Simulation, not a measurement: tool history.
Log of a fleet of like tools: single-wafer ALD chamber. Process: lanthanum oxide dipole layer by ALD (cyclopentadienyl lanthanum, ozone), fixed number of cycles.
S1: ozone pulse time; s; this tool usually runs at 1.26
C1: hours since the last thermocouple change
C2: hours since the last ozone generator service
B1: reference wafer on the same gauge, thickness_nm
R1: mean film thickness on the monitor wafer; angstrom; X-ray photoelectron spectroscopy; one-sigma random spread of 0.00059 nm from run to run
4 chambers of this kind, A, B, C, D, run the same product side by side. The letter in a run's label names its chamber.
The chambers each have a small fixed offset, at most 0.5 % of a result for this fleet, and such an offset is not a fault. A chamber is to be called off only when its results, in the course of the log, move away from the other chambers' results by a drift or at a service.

| run | hour | S1 | C1 | C2 | B1 | R1 |
|---|---|---|---|---|---|---|
| 1D | 7.3 | 1.26 | 764.9 | 176.5 | 0.42701 | 5.3424 |
|  | 16.8 | chamber A: thermocouple changed; heater temperature recalibrated |
| 2B | 17.7 | 1.26 | 80.4 | 715.0 | 0.42721 | 5.2867 |
| 3C | 22.8 | 1.26 | 825.1 | 200.9 | 0.42716 | 5.3412 |
| 4A | 32.9 | 1.26 | 16.1 | 281.9 | 0.42719 | 5.3259 |
| 5D | 41.3 | 1.26 | 798.9 | 210.5 | 0.42728 | 5.3390 |
| 6B | 50.3 | 1.26 | 113.0 | 747.6 | 0.42744 | 5.2896 |
| 7A | 55.7 | 1.26 | 38.9 | 304.7 | 0.42748 | 5.3288 |
| 8C | 64.9 | 1.26 | 867.2 | 243.0 | 0.42754 | 5.3570 |
| 9A | 72.2 | 1.26 | 55.4 | 321.2 | 0.42767 | 5.3185 |
| 10C | 77.1 | 1.26 | 879.4 | 255.2 | 0.42770 | 5.3486 |
| 11B | 86.9 | 1.26 | 149.6 | 784.2 | 0.42766 | 5.2969 |
| 12D | 95.7 | 0.94 | 853.3 | 264.9 | 0.42796 | 4.9133 |
| 13A | 106.1 | 0.94 | 89.3 | 355.1 | 0.42800 | 4.9255 |
| 14B | 117.0 | 0.94 | 179.7 | 814.3 | 0.42803 | 4.8903 |
| 15C | 127.2 | 0.94 | 929.5 | 305.3 | 0.42818 | 4.9464 |
| 16D | 133.8 | 1.26 | 891.4 | 303.0 | 0.42814 | 5.3568 |
| 17B | 143.8 | 0.91 | 206.5 | 841.1 | 0.42825 | 4.8402 |
| 18A | 150.9 | 0.91 | 134.1 | 399.9 | 0.42815 | 4.8927 |
| 19C | 157.7 | 0.91 | 960.0 | 335.8 | 0.42828 | 4.8966 |
| 20D | 165.1 | 0.91 | 922.7 | 334.3 | 0.42845 | 4.8642 |
| 21A | 172.0 | 1.59 | 155.2 | 421.0 | 0.42840 | 5.5738 |
| 22D | 176.8 | 1.59 | 934.4 | 346.0 | 0.42859 | 5.5881 |
| 23B | 184.1 | 1.59 | 246.8 | 881.4 | 0.42853 | 5.5417 |
| 24C | 192.3 | 1.59 | 994.6 | 370.4 | 0.42867 | 5.5942 |
| 25D | 198.9 | 1.26 | 956.5 | 368.1 | 0.42866 | 5.3525 |
| 26C | 205.9 | 1.26 | 1008.2 | 384.0 | 0.42873 | 5.3782 |
| 27A | 211.6 | 1.70 | 194.8 | 460.6 | 0.42881 | 5.6284 |
| 28B | 219.4 | 1.70 | 282.1 | 916.7 | 0.42896 | 5.5827 |

Next, every chamber runs the same settings. What will each give?
| 29A | 227.4 | 1.26 |  |  |  | ? |
| 29B | 227.4 | 1.26 |  |  |  | ? |
| 29C | 227.4 | 1.26 |  |  |  | ? |
| 29D | 227.4 | 1.26 |  |  |  | ? |

| run | R1 |
|---|---|
| 29A | 5.3608 |
| 29B | 5.3014 |
| 29C | 5.3740 |
| 29D | 5.3599 |

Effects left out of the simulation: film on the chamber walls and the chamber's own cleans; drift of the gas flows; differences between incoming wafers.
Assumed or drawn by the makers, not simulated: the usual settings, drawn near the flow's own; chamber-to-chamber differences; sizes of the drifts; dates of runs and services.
